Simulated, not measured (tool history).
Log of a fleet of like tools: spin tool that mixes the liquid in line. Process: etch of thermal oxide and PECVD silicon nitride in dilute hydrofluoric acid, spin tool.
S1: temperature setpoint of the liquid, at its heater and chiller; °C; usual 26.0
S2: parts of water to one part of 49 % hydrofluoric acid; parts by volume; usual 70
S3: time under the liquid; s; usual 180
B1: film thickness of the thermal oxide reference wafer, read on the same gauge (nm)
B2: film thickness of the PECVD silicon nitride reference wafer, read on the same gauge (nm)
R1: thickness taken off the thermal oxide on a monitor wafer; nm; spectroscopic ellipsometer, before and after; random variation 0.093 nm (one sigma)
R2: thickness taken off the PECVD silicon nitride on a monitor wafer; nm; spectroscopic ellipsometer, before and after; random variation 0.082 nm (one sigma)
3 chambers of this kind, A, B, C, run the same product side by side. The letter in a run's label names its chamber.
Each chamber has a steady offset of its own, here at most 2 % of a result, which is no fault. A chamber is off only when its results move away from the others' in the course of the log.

run   hour    S1  S2   S3      B1      B2      R1       R2
 1B    9.0  26.0  70  180  49.976  30.011  13.390  10.0790
 2A   16.2  26.0  70  180  49.981  30.028  13.504   9.7504
 3C   23.5  26.0  70  180  49.983  29.984  13.461  10.0650
 4C   36.3  26.0  70  180  49.986  30.014  13.427   9.9728
 5B   44.1  26.0  70  245  50.054  29.996  18.426  13.6450
 6A   54.1  26.0  70  245  50.010  29.975  18.310  13.3700
 7B   66.1  26.0  70  245  49.956  29.988  18.099  13.5530
 8C   78.3  26.0  70  180  50.019  30.031  13.538  10.0490
      83.1  -- chamber B: hydrofluoric acid flow meter replaced
 9A   93.6  26.0  70  180  49.947  30.045  13.387   9.7713
10A  101.1  26.0  70  180  50.028  29.977  13.462   9.8290
11B  112.0  23.0  70  235  49.973  29.974  15.499  10.6760
12C  120.6  23.0  70  235  50.002  29.996  15.707  10.8080
13B  130.5  23.0  70  235  49.949  29.995  15.615  10.6340
14C  141.0  26.0  50  180  50.011  30.020  19.473  13.9770
15A  150.6  26.0  50  180  49.996  30.015  19.426  13.7490
16B  157.9  26.0  50  180  49.924  30.024  19.436  13.9890
17A  164.9  26.0  70  180  50.003  30.019  13.371   9.8138
18C  174.1  26.0  70  180  50.019  29.999  13.573  10.1340
19B  181.3  26.0  70  180  50.031  30.020  13.463   9.9411
20A  190.3  26.0  60  180  49.994  30.010  15.588  11.3290
21C  205.4  26.0  60  180  50.014  29.966  15.896  11.6590
22B  220.2  26.0  60  180  49.960  29.979  15.934  11.6350
23C  234.3  26.0  70  180  50.019  30.016  13.543  10.2150
24A  242.8  26.0  70  285  49.973  30.032  20.929  15.0660
25B  256.5  26.0  70  285  49.977  29.990  21.247  15.8220
26A  265.9  26.0  70  285  49.962  30.019  20.532  14.8490
27C  275.7  26.0  70  180  50.004  30.023  13.517  10.2710
28B  287.2  26.0  70  180  50.029  30.007  13.536  10.0500
29C  297.0  26.0  70  180  49.982  30.015  13.688   9.9304
30A  309.0  26.0  70  180  50.042  30.026  12.835   9.3540
31C  316.3  26.0  70  180  49.962  29.989  13.577  10.1950
32B  329.1  26.0  70  180  50.005  30.019  13.259   9.9950
33A  338.8  26.0  70  180  50.007  30.017  12.895   9.1840
34C  354.6  26.0  70  180  49.981  30.001  13.452  10.1940
35A  363.0  26.0  70  180  49.987  30.008  12.757   9.3572
36B  371.6  26.0  70  180  50.044  30.005  13.573   9.9911
37B  386.1  26.0  70  180  49.994  30.027  13.420   9.8803
38A  400.8  26.0  70  180  50.000  29.978  12.796   9.0879

What goes on in this fleet: one chamber off, a drifting gauge, or nothing beyond the chambers' own small offsets? Name the chamber and the cause, if any.

Chamber A drifts away from the others.
Cause: hydrofluoric acid flow below the setpoint (%) = 6.26.

Here are 4 candidates for chamber A's next run, each the usual settings with a change, their results left as question marks. Which one brings its results back in line with what the others give on the usual settings?
In line means no further than this from the other chambers' mean on the usual settings: R1 0.320 nm; R2 0.2900 nm
39A-1  412.3  25.5  70  180           ?   ?
39A-2  412.3  25.0  70  175           ?   ?
39A-3  412.3  27.0  70  185           ?   ?
39A-4  412.3  26.5  70  180           ?   ?

The other chambers' mean on the usual settings: R1 13.487 nm; R2 10.0720 nm
  run      R1       R2
39A-1  12.313   8.8992
39A-2  11.734   8.3710
39A-3  13.430  10.0910
39A-4  12.812   9.5031
39A-3 brings the chamber back in line.
